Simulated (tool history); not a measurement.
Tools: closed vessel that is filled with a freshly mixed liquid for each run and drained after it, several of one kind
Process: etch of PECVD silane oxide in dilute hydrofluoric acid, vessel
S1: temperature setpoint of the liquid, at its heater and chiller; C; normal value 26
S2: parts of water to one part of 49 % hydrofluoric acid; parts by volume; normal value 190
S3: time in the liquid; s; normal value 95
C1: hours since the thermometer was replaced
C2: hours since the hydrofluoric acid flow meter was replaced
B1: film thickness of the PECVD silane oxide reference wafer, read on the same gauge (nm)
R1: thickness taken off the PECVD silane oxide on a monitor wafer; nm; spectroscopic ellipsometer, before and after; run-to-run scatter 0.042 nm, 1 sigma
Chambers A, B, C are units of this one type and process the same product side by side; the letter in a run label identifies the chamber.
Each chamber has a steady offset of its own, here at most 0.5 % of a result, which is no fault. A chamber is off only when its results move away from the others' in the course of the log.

run	hour	S1	S2	S3	C1	C2	B1	R1
1B	5.0	26	190	95	2557.8	524.4	90.012	7.2334
2C	11.8	26	190	95	836.9	1155.8	90.049	7.3566
3A	18.3	26	190	95	1050.4	542.1	90.044	7.3436
4C	24.0	26	190	95	849.1	1168.0	90.019	7.3323
5B	31.5	26	190	95	2584.3	550.9	89.974	7.2063
6A	39.5	26	190	95	1071.6	563.3	89.988	7.3440
7B	46.0	26	190	115	2598.8	565.4	89.981	8.7614
8A	53.2	26	190	115	1085.3	577.0	89.987	8.8031
9C	56.8	26	190	115	881.9	1200.8	90.055	8.8277
10B	64.3	28	190	95	2617.1	583.7	89.965	7.8716
11A	69.9	28	190	95	1102.0	593.7	89.977	7.8178
12C	73.3	28	190	95	898.4	1217.3	89.985	7.8851
13C	80.5	26	190	95	905.6	1224.5	90.045	7.3631
14A	86.6	26	190	130	1118.7	610.4	90.041	10.0090
15B	90.4	26	190	130	2643.2	609.8	89.971	10.0340
16C	98.0	26	190	130	923.1	1242.0	90.013	9.9431
17A	102.8	26	190	95	1134.9	626.6	89.992	7.3538
18B	107.9	26	190	95	2660.7	627.3	89.988	7.3072
19B	113.2	26	190	95	2666.0	632.6	90.010	7.2440
20C	120.6	26	190	95	945.7	1264.6	90.041	7.3396
21A	128.3	26	190	95	1160.4	652.1	90.000	7.4296
22B	135.6	26	190	95	2688.4	655.0	90.047	7.2484
23A	143.2	26	190	95	1175.3	667.0	89.996	7.4847
24C	147.2	26	190	95	972.3	1291.2	89.942	7.2679
25C	153.9	26	190	95	979.0	1297.9	89.975	7.3911
26B	158.6	26	190	95	2711.4	678.0	90.033	7.3106
27A	166.1	26	190	95	1198.2	689.9	89.998	7.5327

The same settings go to every chamber for the next run, one line per chamber below. Forecast the results for each:
28A	171.8	26	190	95				?
28B	171.8	26	190	95				?
28C	171.8	26	190	95				?

run	R1
28A	7.4678
28B	7.2286
28C	7.4209
